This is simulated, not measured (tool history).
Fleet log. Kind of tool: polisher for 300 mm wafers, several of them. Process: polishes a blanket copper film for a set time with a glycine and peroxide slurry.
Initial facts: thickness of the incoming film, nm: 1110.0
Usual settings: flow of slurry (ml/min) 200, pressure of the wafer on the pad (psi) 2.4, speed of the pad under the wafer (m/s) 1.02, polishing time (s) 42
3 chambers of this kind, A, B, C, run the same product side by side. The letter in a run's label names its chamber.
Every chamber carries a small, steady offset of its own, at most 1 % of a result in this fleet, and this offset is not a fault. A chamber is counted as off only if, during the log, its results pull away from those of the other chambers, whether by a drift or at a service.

run    day  flow of slurry (ml/min)  pressure of the wafer on the pad (psi)  speed of the pad under the wafer (m/s)  polishing time (s)  wafers polished on this pad  hours since the slurry nozzle was cleaned  hours since the head pressure was calibrated  film removed (Å)
     0.117  -- chamber C: worn pad replaced by a new one
 1A  0.217                      200                                     2.4                                    1.02                  42                          420                                      382.0                                         579.8            1807.7
 2C  0.433                      200                                     2.4                                    1.02                  42                          120                                      101.3                                         108.5            1837.1
 3B  0.642                      200                                     2.4                                    1.02                  42                          770                                      339.0                                         169.6            1827.6
 4B  0.867                      200                                     2.4                                    1.02                  42                          855                                      344.4                                         175.0            1812.1
 5C  1.121                      200                                     2.4                                    1.02                  42                          378                                      117.8                                         125.0            1821.9
 6A  1.288                      200                                     2.4                                    1.02                  42                          822                                      407.7                                         605.5            1827.2
     1.329  -- chamber B: worn pad replaced by a new one
     1.383  -- chamber A: worn pad replaced by a new one
 7A  1.446                      200                                     2.4                                    1.02                  42                           23                                      411.5                                         609.3            1819.6
 8B  1.562                      200                                     2.6                                    1.02                  42                           88                                      361.1                                         191.7            1932.5
 9C  1.700                      200                                     2.6                                    1.02                  42                          595                                      131.7                                         138.9            1938.9
10B  1.871                      200                                     2.6                                    1.02                  42                          204                                      368.5                                         199.1            1961.0
     2.096  -- chamber C: worn pad replaced by a new one
11C  2.104                      200                                     2.4                                    1.26                  56                            4                                      141.4                                         148.6            2889.1
12A  2.300                      200                                     2.4                                    1.26                  56                          344                                      432.0                                         629.8            2910.0
13C  2.533                      200                                     2.4                                    1.26                  56                          165                                      151.7                                         158.9            2897.5
14B  2.775                      200                                     2.4                                    1.02                  42                          543                                      390.2                                         220.8            1815.7
15A  2.904                      200                                     2.4                                    1.02                  42                          571                                      446.5                                         644.3            1833.6
16B  3.050                      200                                     2.4                                    1.28                  42                          647                                      396.8                                         227.4            2217.3
17A  3.258                      200                                     2.4                                    1.28                  42                          704                                      455.0                                         652.8            2187.4
18C  3.475                      200                                     2.4                                    1.28                  42                          519                                      174.3                                         181.5            2191.9
19A  3.696                      200                                     2.4                                    1.02                  42                          868                                      465.5                                         663.3            1815.6
     3.858  -- chamber A: worn pad replaced by a new one
20B  3.900                      200                                     2.4                                    1.02                  42                          966                                      417.2                                         247.8            1832.5
     4.008  -- chamber C: worn pad replaced by a new one
     4.029  -- chamber B: worn pad replaced by a new one
21C  4.075                      200                                     2.4                                    1.02                  42                           25                                      188.7                                         195.9            1790.7
22B  4.283                      200                                     2.4                                    1.02                  42                           96                                      426.4                                         257.0            1825.0
23C  4.533                      200                                     1.7                                    1.02                  42                          197                                      199.7                                         206.9            1340.8
24A  4.650                      200                                     1.7                                    1.02                  42                          297                                      488.4                                         686.2            1387.5
25B  4.862                      200                                     1.7                                    1.02                  42                          314                                      440.3                                         270.9            1384.6
26C  5.133                      200                                     2.4                                    1.02                  42                          422                                      214.1                                         221.3            1773.4
27A  5.258                      200                                     2.4                                    1.02                  42                          526                                      503.0                                         700.8            1829.0
28B  5.504                      200                                     2.4                                    1.02                  42                          555                                      455.7                                         286.3            1838.8
29C  5.646                      200                                     2.8                                    0.90                  42                          615                                      226.4                                         233.6            1795.7
30A  5.792                      200                                     2.8                                    0.90                  42                          726                                      515.8                                         713.6            1858.5
31B  5.975                      200                                     2.8                                    0.90                  42                          732                                      467.0                                         297.6            1880.6
     6.108  -- chamber A: slurry nozzle cleaned
32C  6.200                      200                                     2.4                                    1.02                  42                          823                                      239.7                                         246.9            1713.4
     6.308  -- chamber A: worn pad replaced by a new one
33A  6.450                      200                                     2.4                                    1.02                  42                           54                                        8.3                                         729.4            1816.4

For the next run the whole fleet of 3 chambers uses the same settings. Give each chamber's results:
34A  6.642                      200                                     2.4                                    0.88                  42                                                                                                                                       ?
34B  6.642                      200                                     2.4                                    0.88                  42                                                                                                                                       ?
34C  6.642                      200                                     2.4                                    0.88                  42                                                                                                                                       ?

run  film removed (Å)
34A            1622.2
34B            1638.7
34C            1490.9
